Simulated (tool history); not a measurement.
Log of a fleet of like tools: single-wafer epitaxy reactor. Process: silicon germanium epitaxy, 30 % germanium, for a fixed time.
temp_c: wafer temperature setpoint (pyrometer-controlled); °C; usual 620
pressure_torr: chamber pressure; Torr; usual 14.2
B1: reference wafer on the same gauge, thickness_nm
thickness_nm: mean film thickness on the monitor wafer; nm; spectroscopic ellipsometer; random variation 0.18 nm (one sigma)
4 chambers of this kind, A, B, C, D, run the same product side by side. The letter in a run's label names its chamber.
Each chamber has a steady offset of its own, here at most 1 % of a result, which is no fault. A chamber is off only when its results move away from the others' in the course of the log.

run 1B hour=9.8 | temp_c=620 pressure_torr=14.2 | B1=78.171 | thickness_nm=73.283
run 2C hour=17.0 | temp_c=620 pressure_torr=14.2 | B1=78.152 | thickness_nm=73.307
-- hour=26.4 chamber D: pyrometer calibrated
run 3D hour=29.2 | temp_c=620 pressure_torr=14.2 | B1=78.214 | thickness_nm=73.417
run 4A hour=36.2 | temp_c=620 pressure_torr=14.2 | B1=78.200 | thickness_nm=73.142
run 5D hour=45.9 | temp_c=620 pressure_torr=14.2 | B1=78.200 | thickness_nm=73.333
run 6C hour=54.2 | temp_c=608 pressure_torr=15.7 | B1=78.199 | thickness_nm=61.673
run 7B hour=66.2 | temp_c=608 pressure_torr=15.7 | B1=78.183 | thickness_nm=61.963
run 8A hour=77.4 | temp_c=608 pressure_torr=15.7 | B1=78.273 | thickness_nm=61.272
run 9A hour=86.0 | temp_c=608 pressure_torr=15.7 | B1=78.224 | thickness_nm=61.350
run 10C hour=98.5 | temp_c=620 pressure_torr=14.2 | B1=78.236 | thickness_nm=73.591
run 11D hour=107.2 | temp_c=620 pressure_torr=14.2 | B1=78.206 | thickness_nm=73.069
run 12B hour=116.1 | temp_c=620 pressure_torr=14.2 | B1=78.172 | thickness_nm=73.723
run 13C hour=126.8 | temp_c=620 pressure_torr=14.2 | B1=78.205 | thickness_nm=73.227
run 14D hour=140.9 | temp_c=620 pressure_torr=14.2 | B1=78.230 | thickness_nm=73.410
run 15A hour=148.4 | temp_c=620 pressure_torr=14.2 | B1=78.271 | thickness_nm=73.184
run 16B hour=157.7 | temp_c=620 pressure_torr=14.2 | B1=78.161 | thickness_nm=73.956
run 17D hour=165.3 | temp_c=620 pressure_torr=16.7 | B1=78.126 | thickness_nm=78.187
run 18B hour=175.1 | temp_c=620 pressure_torr=16.7 | B1=78.156 | thickness_nm=78.685
run 19A hour=182.3 | temp_c=620 pressure_torr=16.7 | B1=78.204 | thickness_nm=77.798
run 20C hour=197.3 | temp_c=620 pressure_torr=16.7 | B1=78.225 | thickness_nm=77.953
run 21D hour=204.3 | temp_c=620 pressure_torr=14.2 | B1=78.218 | thickness_nm=73.215
-- hour=216.2 chamber B: pyrometer calibrated
run 22B hour=218.3 | temp_c=620 pressure_torr=14.2 | B1=78.196 | thickness_nm=74.995
run 23C hour=229.9 | temp_c=620 pressure_torr=11.2 | B1=78.205 | thickness_nm=66.679
run 24A hour=242.7 | temp_c=620 pressure_torr=11.2 | B1=78.241 | thickness_nm=66.651
run 25D hour=250.6 | temp_c=620 pressure_torr=11.2 | B1=78.168 | thickness_nm=66.216
run 26A hour=262.5 | temp_c=620 pressure_torr=11.2 | B1=78.195 | thickness_nm=66.637
run 27B hour=272.3 | temp_c=620 pressure_torr=14.2 | B1=78.196 | thickness_nm=75.191
run 28C hour=279.4 | temp_c=620 pressure_torr=14.2 | B1=78.170 | thickness_nm=73.331
run 29B hour=291.8 | temp_c=611 pressure_torr=15.6 | B1=78.117 | thickness_nm=66.901
run 30A hour=302.4 | temp_c=611 pressure_torr=15.6 | B1=78.200 | thickness_nm=64.735
run 31C hour=312.2 | temp_c=611 pressure_torr=15.6 | B1=78.152 | thickness_nm=64.534
run 32D hour=318.9 | temp_c=611 pressure_torr=15.6 | B1=78.228 | thickness_nm=64.717
run 33D hour=326.8 | temp_c=620 pressure_torr=14.2 | B1=78.200 | thickness_nm=73.611
run 34C hour=336.9 | temp_c=620 pressure_torr=14.2 | B1=78.171 | thickness_nm=73.135
run 35B hour=350.5 | temp_c=607 pressure_torr=16.8 | B1=78.203 | thickness_nm=63.888
run 36A hour=357.5 | temp_c=607 pressure_torr=16.8 | B1=78.187 | thickness_nm=61.936

What goes on in this fleet: one chamber off, a drifting gauge, or nothing beyond the chambers' own small offsets? Name the chamber and the cause, if any.

A service left chamber B off against the others.
Cause: wafer temperature above the value expected at the setpoint (K) = 1.27.

Here are 4 candidates for chamber B's next run, each the usual settings with a change, their results left as question marks. Which one brings its results back in line with what the others give on the usual settings?
In line means no further than this from the other chambers' mean on the usual settings: thickness_nm 0.630 nm
run 37B-1 hour=368.2 | temp_c=620 pressure_torr=15.2 | thickness_nm=?
run 37B-2 hour=368.2 | temp_c=620 pressure_torr=16.0 | thickness_nm=?
run 37B-3 hour=368.2 | temp_c=620 pressure_torr=13.2 | thickness_nm=?
run 37B-4 hour=368.2 | temp_c=620 pressure_torr=12.6 | thickness_nm=?

The other chambers' mean on the usual settings: thickness_nm 73.204 nm
run=37B-1 thickness_nm=77.415
run=37B-2 thickness_nm=79.024
run=37B-3 thickness_nm=73.153
run=37B-4 thickness_nm=71.799
37B-3 brings the chamber back in line.
